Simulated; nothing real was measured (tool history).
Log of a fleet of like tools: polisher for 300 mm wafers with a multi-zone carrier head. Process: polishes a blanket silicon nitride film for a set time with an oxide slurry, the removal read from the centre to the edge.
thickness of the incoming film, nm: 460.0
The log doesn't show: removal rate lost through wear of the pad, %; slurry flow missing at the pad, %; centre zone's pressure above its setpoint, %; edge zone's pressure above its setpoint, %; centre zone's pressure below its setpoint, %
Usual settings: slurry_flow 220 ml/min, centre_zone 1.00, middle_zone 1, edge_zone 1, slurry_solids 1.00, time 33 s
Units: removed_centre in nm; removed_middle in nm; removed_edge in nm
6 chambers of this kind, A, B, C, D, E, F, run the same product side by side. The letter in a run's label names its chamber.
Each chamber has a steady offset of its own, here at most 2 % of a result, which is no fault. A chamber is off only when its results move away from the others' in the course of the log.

run	hour	slurry_flow	centre_zone	middle_zone	edge_zone	slurry_solids	time	wafers polished on this pad	hours since the slurry nozzle was cleaned	hours since the centre zone pressure was calibrated	hours since the edge zone pressure was calibrated	removed_centre	removed_middle	removed_edge
1F	3.2	220	1.00	1	1	1.00	33	670	155.3	413.5	246.8	26.676	26.964	26.769
# hour 5.1: chamber A: worn pad replaced by a new one
2A	6.4	220	1.00	1	1	1.00	33	18	368.3	18.6	625.3	27.032	26.950	27.539
3B	8.8	220	1.00	1	1	1.00	33	495	494.3	745.2	37.0	27.248	26.513	26.947
4E	11.2	220	1.00	1	1	1.00	33	752	237.8	513.2	246.6	26.870	27.051	27.278
# hour 14.3: chamber F: worn pad replaced by a new one
5D	15.2	220	1.00	1	1	1.00	33	562	158.6	85.5	661.9	27.092	27.521	27.079
6C	19.0	220	1.00	1	1	1.00	33	596	71.7	662.1	258.7	27.474	27.132	27.261
7F	23.0	220	1.00	1	1	1.00	33	115	175.1	433.3	266.6	27.101	26.557	26.940
8A	25.6	220	1.00	1	1	1.00	33	270	387.5	37.8	644.5	26.643	26.326	26.854
9B	30.3	220	1.00	1	1	1.00	33	778	515.8	766.7	58.5	26.611	26.263	26.920
# hour 32.6: chamber C: worn pad replaced by a new one
10D	35.0	220	1.00	1	1	1.00	33	822	178.4	105.3	681.7	27.309	26.715	26.872
11E	38.9	220	1.00	1	1	1.00	33	1116	265.5	540.9	274.3	26.884	26.994	27.052
12C	43.4	220	0.93	1	1	1.25	33	142	96.1	686.5	283.1	27.631	29.590	29.615
# hour 48.2: chamber E: worn pad replaced by a new one
13F	48.2	220	0.93	1	1	1.25	33	446	200.3	458.5	291.8	26.539	29.620	29.566
14A	51.9	220	0.93	1	1	1.25	33	616	413.8	64.1	670.8	26.717	29.355	29.528
# hour 54.1: chamber E: edge zone pressure recalibrated
15D	55.7	220	0.93	1	1	1.25	33	1094	199.1	126.0	702.4	27.266	29.562	29.942
# hour 58.3: chamber A: worn pad replaced by a new one
16E	59.5	220	0.93	1	1	1.25	33	149	286.1	561.5	5.4	27.142	28.879	29.603
17B	62.2	220	0.93	1	1	1.25	33	1197	547.7	798.6	90.4	26.390	28.500	28.395
18C	65.9	220	1.00	1	1	1.00	33	438	118.6	709.0	305.6	27.279	27.616	26.796
19E	70.8	220	1.00	1	1	1.00	33	298	297.4	572.8	16.7	27.020	27.106	27.179
# hour 73.4: chamber F: slurry nozzle cleaned
20B	74.0	220	1.00	1	1	1.00	33	1353	559.5	810.4	102.2	25.770	25.763	26.343
21C	78.4	220	1.00	1	1	1.00	33	602	131.1	721.5	318.1	27.610	27.335	26.969
22D	80.9	220	1.00	1	1	1.00	33	1426	224.3	151.2	727.6	26.722	27.961	26.479
# hour 81.7: chamber F: worn pad replaced by a new one
23F	84.0	220	1.00	1	1	1.00	33	31	10.6	494.3	327.6	27.630	27.171	26.590
# hour 86.1: chamber D: worn pad replaced by a new one
24A	86.7	220	1.00	1	1	1.00	33	374	448.6	98.9	705.6	27.787	27.290	26.814
25B	91.8	220	1.00	1	1	1.00	33	1587	577.3	828.2	120.0	25.425	25.837	25.735
26C	96.3	220	1.00	1	1	1.00	33	838	149.0	739.4	336.0	27.414	26.841	27.168
27E	100.4	220	1.00	1	1	1.00	33	687	327.0	602.4	46.3	26.839	26.686	26.366
28A	102.8	220	1.00	1	1	1.00	33	585	464.7	115.0	721.7	27.425	27.715	27.386
29F	106.2	220	1.00	1	1	1.00	33	323	32.8	516.5	349.8	27.121	27.011	27.109
# hour 106.4: chamber A: worn pad replaced by a new one
# hour 108.6: chamber C: worn pad replaced by a new one
30D	110.5	220	1.00	1	1	1.00	33	321	253.9	180.8	757.2	26.330	26.364	26.604
31E	113.1	220	0.88	1	1	1.00	33	854	339.7	615.1	59.0	23.044	26.371	27.516
# hour 115.0: chamber A: slurry nozzle cleaned
32F	118.5	220	0.88	1	1	1.00	33	484	45.1	528.8	362.1	23.617	26.767	27.164
33B	121.3	220	0.88	1	1	1.00	33	1975	606.8	857.7	149.5	21.513	24.815	24.521
34D	124.0	220	0.88	1	1	1.00	33	498	267.4	194.3	770.7	23.501	26.692	26.976
35A	128.2	220	0.88	1	1	1.00	33	287	13.3	140.4	747.1	23.380	27.114	27.264
36C	132.6	220	0.88	1	1	1.00	33	316	185.3	775.7	372.3	24.280	27.099	27.341
37D	137.0	220	1.11	1	1	1.00	33	669	280.4	207.3	783.7	30.055	26.467	26.984
38B	140.4	220	1.11	1	1	1.00	33	2226	625.9	876.8	168.6	27.948	24.134	24.944
39A	144.2	220	1.11	1	1	1.00	33	498	29.3	156.4	763.1	30.037	26.828	27.006

Is one chamber off against the others, does the gauge drift, or is nothing wrong? If a chamber is off, say which, and what the likeliest cause is.

Chamber B drifts away from the others.
Cause: removal rate lost through wear of the pad, % = 8.35.
The log may not tell that from: slurry flow missing at the pad, %.

Here are 4 candidates for chamber B's next run, each the usual settings with a change, their results left as question marks. Which one brings its results back in line with what the others give on the usual settings?
In line means no further than this from the other chambers' mean on the usual settings: removed_centre 1.100 nm; removed_middle 1.400 nm; removed_edge 1.000 nm
40B-1	148.1	220	1.00	1.01	1	1.00	36					?	?	?
40B-2	148.1	220	1.00	0.99	1	1.00	30					?	?	?
40B-3	148.1	215	1.00	0.99	1	0.95	28					?	?	?
40B-4	148.1	225	1.00	1.01	1	1.05	39					?	?	?

The other chambers' mean on the usual settings: removed_centre 27.042 nm; removed_middle 26.863 nm; removed_edge 27.001 nm
run	removed_centre	removed_middle	removed_edge
40B-1	26.780	26.489	26.871
40B-2	22.313	21.678	22.399
40B-3	20.279	19.708	20.380
40B-4	29.739	29.406	29.808
40B-1 brings the chamber back in line.
